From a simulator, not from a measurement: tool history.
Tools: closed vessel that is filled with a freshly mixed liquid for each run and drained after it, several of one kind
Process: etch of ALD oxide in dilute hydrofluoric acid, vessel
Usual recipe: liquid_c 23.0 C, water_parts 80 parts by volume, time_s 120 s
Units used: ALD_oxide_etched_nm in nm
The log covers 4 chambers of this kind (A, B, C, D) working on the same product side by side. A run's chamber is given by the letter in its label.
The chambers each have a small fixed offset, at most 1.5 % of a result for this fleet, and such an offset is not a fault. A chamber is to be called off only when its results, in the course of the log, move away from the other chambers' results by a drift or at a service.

| run | day | liquid_c | water_parts | time_s | read-back film thickness of the ALD oxide reference wafer, read on the same gauge (nm) | ALD_oxide_etched_nm |
|---|---|---|---|---|---|---|
| 1A | 0.204 | 23.0 | 80 | 120 | 29.970 | 24.742 |
| 2C | 0.467 | 23.0 | 80 | 120 | 30.014 | 24.076 |
| 3D | 0.688 | 23.0 | 80 | 120 | 29.997 | 24.579 |
| 4B | 0.871 | 23.0 | 80 | 120 | 29.991 | 24.586 |
| 5D | 1.025 | 23.0 | 80 | 120 | 30.006 | 24.522 |
| 6A | 1.229 | 23.0 | 80 | 120 | 29.997 | 24.506 |
| 7B | 1.396 | 23.0 | 80 | 120 | 29.988 | 24.585 |
| 8C | 1.596 | 23.0 | 80 | 120 | 30.005 | 24.455 |
|  | 1.742 | chamber B: hydrofluoric acid flow meter replaced |
| 9C | 1.779 | 23.0 | 80 | 120 | 29.999 | 24.303 |
| 10B | 2.004 | 23.0 | 80 | 120 | 29.998 | 24.511 |
| 11A | 2.229 | 23.0 | 80 | 120 | 30.001 | 24.728 |
| 12D | 2.504 | 23.0 | 80 | 120 | 29.985 | 23.664 |
| 13B | 2.675 | 23.0 | 80 | 120 | 29.994 | 25.073 |
| 14D | 2.954 | 23.0 | 80 | 120 | 29.998 | 23.690 |
| 15C | 3.208 | 23.0 | 80 | 120 | 29.975 | 24.089 |
| 16A | 3.408 | 23.0 | 80 | 120 | 29.999 | 24.333 |
| 17A | 3.654 | 23.0 | 45 | 120 | 29.987 | 47.160 |
| 18D | 3.871 | 23.0 | 45 | 120 | 30.018 | 43.307 |
| 19B | 4.029 | 23.0 | 45 | 120 | 30.023 | 45.869 |
| 20C | 4.275 | 23.0 | 45 | 120 | 30.001 | 45.286 |
| 21D | 4.475 | 23.0 | 80 | 120 | 29.992 | 22.873 |
| 22B | 4.629 | 23.0 | 80 | 120 | 29.984 | 24.518 |
| 23C | 4.896 | 23.0 | 80 | 120 | 29.992 | 24.583 |
| 24A | 5.125 | 23.0 | 80 | 120 | 29.987 | 24.748 |
| 25C | 5.358 | 23.0 | 80 | 120 | 29.980 | 24.061 |
| 26B | 5.492 | 23.0 | 80 | 120 | 30.017 | 24.447 |
| 27D | 5.638 | 23.0 | 80 | 120 | 30.003 | 22.625 |
| 28A | 5.842 | 23.0 | 80 | 120 | 30.003 | 24.796 |
| 29D | 6.092 | 23.0 | 80 | 120 | 29.993 | 22.391 |
| 30C | 6.329 | 26.5 | 80 | 160 | 29.998 | 37.522 |
| 31B | 6.475 | 26.5 | 80 | 160 | 29.987 | 37.152 |

Has any chamber moved away from the others, gradually or after a service, or does the common gauge drift, or do the chambers differ only by their own small steady offsets? State the chamber and the most likely cause if one applies.

Little by little, chamber D moves away from the other chambers.
Most likely cause: hydrofluoric acid flow below the setpoint (%) = 8.97.
With only this log, it may be confused with: liquid colder than its thermometer reads (K).

Which of the 4 candidates below, each the usual settings with something changed and its results left as question marks, puts chamber D back in line with what the other chambers give on the usual settings?
In line means no further than this from the other chambers' mean on the usual settings: ALD_oxide_etched_nm 0.780 nm
| 32D-1 | 6.675 | 23.0 | 85 | 105 |  | ? |
| 32D-2 | 6.675 | 23.5 | 80 | 145 |  | ? |
| 32D-3 | 6.675 | 23.0 | 85 | 115 |  | ? |
| 32D-4 | 6.675 | 25.5 | 80 | 120 |  | ? |

Other chambers, usual settings, mean: ALD_oxide_etched_nm 24.594 nm
| run | ALD_oxide_etched_nm |
|---|---|
| 32D-1 | 18.063 |
| 32D-2 | 27.248 |
| 32D-3 | 19.783 |
| 32D-4 | 24.428 |
The right change is 32D-4: it brings the chamber back within the allowed miss of the others.
